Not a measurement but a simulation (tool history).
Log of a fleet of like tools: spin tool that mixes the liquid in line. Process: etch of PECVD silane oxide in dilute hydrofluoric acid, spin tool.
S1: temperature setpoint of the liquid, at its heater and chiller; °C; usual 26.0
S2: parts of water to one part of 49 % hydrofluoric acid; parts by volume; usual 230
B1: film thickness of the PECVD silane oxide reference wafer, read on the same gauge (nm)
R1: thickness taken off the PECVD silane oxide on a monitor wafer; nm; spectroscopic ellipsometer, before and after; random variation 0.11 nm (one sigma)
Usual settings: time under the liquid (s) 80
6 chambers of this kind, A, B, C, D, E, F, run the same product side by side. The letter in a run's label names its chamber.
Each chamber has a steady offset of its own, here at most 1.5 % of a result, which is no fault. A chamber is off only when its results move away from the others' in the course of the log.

{"run": "1D", "hour": 8.8, "S1": 26.0, "S2": 230, "time under the liquid (s)": 80, "B1": 29.984, "R1": 15.838}
{"run": "2A", "hour": 18.0, "S1": 26.0, "S2": 230, "time under the liquid (s)": 80, "B1": 30.013, "R1": 16.11}
{"run": "3B", "hour": 27.1, "S1": 26.0, "S2": 230, "time under the liquid (s)": 80, "B1": 30.035, "R1": 16.049}
{"run": "4F", "hour": 37.1, "S1": 26.0, "S2": 230, "time under the liquid (s)": 80, "B1": 30.046, "R1": 15.945}
{"run": "5C", "hour": 45.3, "S1": 26.0, "S2": 230, "time under the liquid (s)": 80, "B1": 29.984, "R1": 16.232}
{"run": "6E", "hour": 55.9, "S1": 26.0, "S2": 335, "time under the liquid (s)": 45, "B1": 30.002, "R1": 5.5483}
{"run": "7D", "hour": 62.1, "S1": 26.0, "S2": 335, "time under the liquid (s)": 45, "B1": 30.035, "R1": 5.5406}
{"hour": 68.3, "done": "chamber B: thermometer replaced"}
{"run": "8F", "hour": 73.4, "S1": 26.0, "S2": 335, "time under the liquid (s)": 45, "B1": 30.003, "R1": 5.585}
{"run": "9C", "hour": 79.4, "S1": 26.0, "S2": 335, "time under the liquid (s)": 45, "B1": 30.052, "R1": 5.6876}
{"run": "10A", "hour": 89.6, "S1": 26.0, "S2": 335, "time under the liquid (s)": 45, "B1": 29.998, "R1": 5.5797}
{"run": "11E", "hour": 97.2, "S1": 26.0, "S2": 335, "time under the liquid (s)": 45, "B1": 30.011, "R1": 5.4716}
{"run": "12B", "hour": 103.2, "S1": 26.0, "S2": 230, "time under the liquid (s)": 80, "B1": 29.993, "R1": 15.992}
{"hour": 109.8, "done": "chamber F: thermometer replaced"}
{"run": "13A", "hour": 113.3, "S1": 26.0, "S2": 230, "time under the liquid (s)": 80, "B1": 29.995, "R1": 16.102}
{"run": "14C", "hour": 120.9, "S1": 26.0, "S2": 230, "time under the liquid (s)": 80, "B1": 29.976, "R1": 16.51}
{"run": "15D", "hour": 127.3, "S1": 26.0, "S2": 230, "time under the liquid (s)": 80, "B1": 30.054, "R1": 15.915}
{"run": "16E", "hour": 134.4, "S1": 28.5, "S2": 230, "time under the liquid (s)": 95, "B1": 29.971, "R1": 20.816}
{"hour": 137.0, "done": "chamber E: thermometer replaced"}
{"run": "17F", "hour": 145.8, "S1": 28.5, "S2": 230, "time under the liquid (s)": 95, "B1": 30.025, "R1": 20.956}
{"run": "18B", "hour": 153.0, "S1": 28.5, "S2": 230, "time under the liquid (s)": 95, "B1": 30.022, "R1": 20.545}
{"run": "19C", "hour": 159.0, "S1": 28.5, "S2": 230, "time under the liquid (s)": 95, "B1": 29.998, "R1": 21.419}
{"run": "20D", "hour": 170.1, "S1": 28.5, "S2": 230, "time under the liquid (s)": 95, "B1": 29.998, "R1": 20.512}
{"run": "21A", "hour": 177.1, "S1": 28.5, "S2": 230, "time under the liquid (s)": 95, "B1": 29.945, "R1": 20.779}
{"run": "22B", "hour": 183.6, "S1": 26.0, "S2": 230, "time under the liquid (s)": 80, "B1": 29.992, "R1": 15.703}
{"run": "23E", "hour": 193.6, "S1": 26.0, "S2": 230, "time under the liquid (s)": 80, "B1": 29.986, "R1": 16.216}
{"run": "24F", "hour": 203.5, "S1": 23.0, "S2": 230, "time under the liquid (s)": 60, "B1": 29.979, "R1": 10.705}
{"run": "25A", "hour": 210.5, "S1": 23.0, "S2": 230, "time under the liquid (s)": 60, "B1": 29.954, "R1": 10.843}
{"run": "26D", "hour": 220.0, "S1": 23.0, "S2": 230, "time under the liquid (s)": 60, "B1": 30.009, "R1": 10.791}
{"run": "27F", "hour": 229.0, "S1": 23.0, "S2": 230, "time under the liquid (s)": 60, "B1": 29.968, "R1": 10.811}
{"run": "28C", "hour": 235.0, "S1": 23.0, "S2": 230, "time under the liquid (s)": 60, "B1": 29.965, "R1": 10.995}
{"run": "29E", "hour": 243.1, "S1": 23.0, "S2": 230, "time under the liquid (s)": 60, "B1": 30.023, "R1": 10.827}
{"run": "30B", "hour": 253.2, "S1": 26.0, "S2": 230, "time under the liquid (s)": 80, "B1": 30.001, "R1": 15.294}
{"run": "31C", "hour": 264.0, "S1": 26.0, "S2": 230, "time under the liquid (s)": 80, "B1": 29.979, "R1": 16.404}
{"run": "32A", "hour": 273.6, "S1": 26.0, "S2": 180, "time under the liquid (s)": 80, "B1": 29.992, "R1": 21.279}
{"run": "33E", "hour": 282.2, "S1": 26.0, "S2": 180, "time under the liquid (s)": 80, "B1": 29.996, "R1": 21.628}
{"run": "34D", "hour": 290.8, "S1": 26.0, "S2": 180, "time under the liquid (s)": 80, "B1": 30.032, "R1": 21.681}
{"run": "35F", "hour": 298.3, "S1": 26.0, "S2": 180, "time under the liquid (s)": 80, "B1": 30.023, "R1": 21.85}
{"run": "36B", "hour": 308.8, "S1": 26.0, "S2": 180, "time under the liquid (s)": 80, "B1": 29.993, "R1": 19.946}
{"run": "37B", "hour": 320.1, "S1": 26.0, "S2": 180, "time under the liquid (s)": 80, "B1": 30.009, "R1": 20.081}

Is one chamber off against the others, does the gauge drift, or is nothing wrong? If a chamber is off, say which, and what the likeliest cause is.

Chamber B drifts away from the others.
Cause: hydrofluoric acid flow below the setpoint (%) = 6.46.
The log may not tell that from: liquid colder than its thermometer reads (K).

Here are 4 candidates for chamber B's next run, each the usual settings with a change, their results left as question marks. Which one brings its results back in line with what the others give on the usual settings?
In line means no further than this from the other chambers' mean on the usual settings: R1 0.3800 nm
{"run": "38B-1", "hour": 328.6, "S1": 26.0, "S2": 245, "time under the liquid (s)": 80, "R1": "?"}
{"run": "38B-2", "hour": 328.6, "S1": 26.0, "S2": 225, "time under the liquid (s)": 85, "R1": "?"}
{"run": "38B-3", "hour": 328.6, "S1": 26.0, "S2": 235, "time under the liquid (s)": 80, "R1": "?"}
{"run": "38B-4", "hour": 328.6, "S1": 26.0, "S2": 225, "time under the liquid (s)": 80, "R1": "?"}

The other chambers' mean on the usual settings: R1 16.0730 nm
run=38B-1 R1=13.7010
run=38B-2 R1=16.2020
run=38B-3 R1=14.4410
run=38B-4 R1=15.2490
38B-2 brings the chamber back in line.
